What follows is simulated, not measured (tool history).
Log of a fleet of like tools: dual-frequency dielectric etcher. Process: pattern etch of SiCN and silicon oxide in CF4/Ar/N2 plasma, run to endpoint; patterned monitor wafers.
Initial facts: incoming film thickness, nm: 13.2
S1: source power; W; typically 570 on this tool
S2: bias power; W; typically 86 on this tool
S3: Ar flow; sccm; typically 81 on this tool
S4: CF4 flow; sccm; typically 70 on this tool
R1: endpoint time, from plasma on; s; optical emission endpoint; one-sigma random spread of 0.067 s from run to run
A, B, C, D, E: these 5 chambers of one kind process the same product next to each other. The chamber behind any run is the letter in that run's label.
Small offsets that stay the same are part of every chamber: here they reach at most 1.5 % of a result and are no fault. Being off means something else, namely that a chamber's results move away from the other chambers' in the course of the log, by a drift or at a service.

run   hour   S1   S2  S3  S4      R1
 1A    3.6  570   86  81  70  11.271
 2C    7.4  570   86  81  70  11.544
 3D    9.8  570   86  81  70  11.334
 4B   13.9  570   86  81  70  11.390
 5E   16.6  570   86  81  70  11.318
 6E   20.0  570   86  81  70  11.250
 7C   23.8  570   86  71  70  11.220
 8D   27.9  570   86  71  70  11.308
 9B   31.0  570   86  71  70  11.017
10A   33.5  570   86  71  70  11.125
11C   37.5  570   86  71  70  11.232
12E   42.7  570   86  81  70  11.291
13B   45.3  570   86  81  70  11.411
14A   49.6  570   86  81  70  11.456
15D   54.5  570   86  81  70  11.362
16E   59.1  570   86  81  70  11.369
17D   62.9  570   86  81  70  11.420
18A   67.9  570   86  81  70  11.325
19B   72.6  570   86  81  70  11.282
20C   77.1  570   86  81  70  11.621
21E   81.3  570   86  81  70  11.126
22A   84.6  570   86  81  70  11.294
23D   89.5  570  101  81  83  10.520
24C   92.7  570  101  81  83  10.700
25B   97.3  570  101  81  83  10.487
26B  102.6  570  101  81  83  10.557
27C  107.7  570  101  81  83  10.628
28A  112.4  570   86  81  70  11.219
29D  117.6  570   86  81  70  11.293
30E  122.6  570   86  81  70  11.064
31A  125.8  570   86  81  70  11.207
32B  131.3  570   86  81  70  11.335
33C  136.7  570   86  81  70  11.474
34D  142.1  570   86  81  70  11.372
35E  145.9  570   86  81  70  10.826
36C  150.0  570   86  81  70  11.580
     152.1  -- chamber D: wet clean of the chamber
37B  154.5  570   86  81  70  11.310
38E  158.7  570   86  81  70  10.858
39A  161.7  570   86  81  70  11.368
40D  167.1  570   86  81  70  11.365

Next, every chamber runs the same settings. What will each give?
41A  171.0  570  86  64  70   ?
41B  171.0  570  86  64  70   ?
41C  171.0  570  86  64  70   ?
41D  171.0  570  86  64  70   ?
41E  171.0  570  86  64  70   ?

run      R1
41A  10.905
41B  10.983
41C  11.163
41D  11.175
41E  10.520
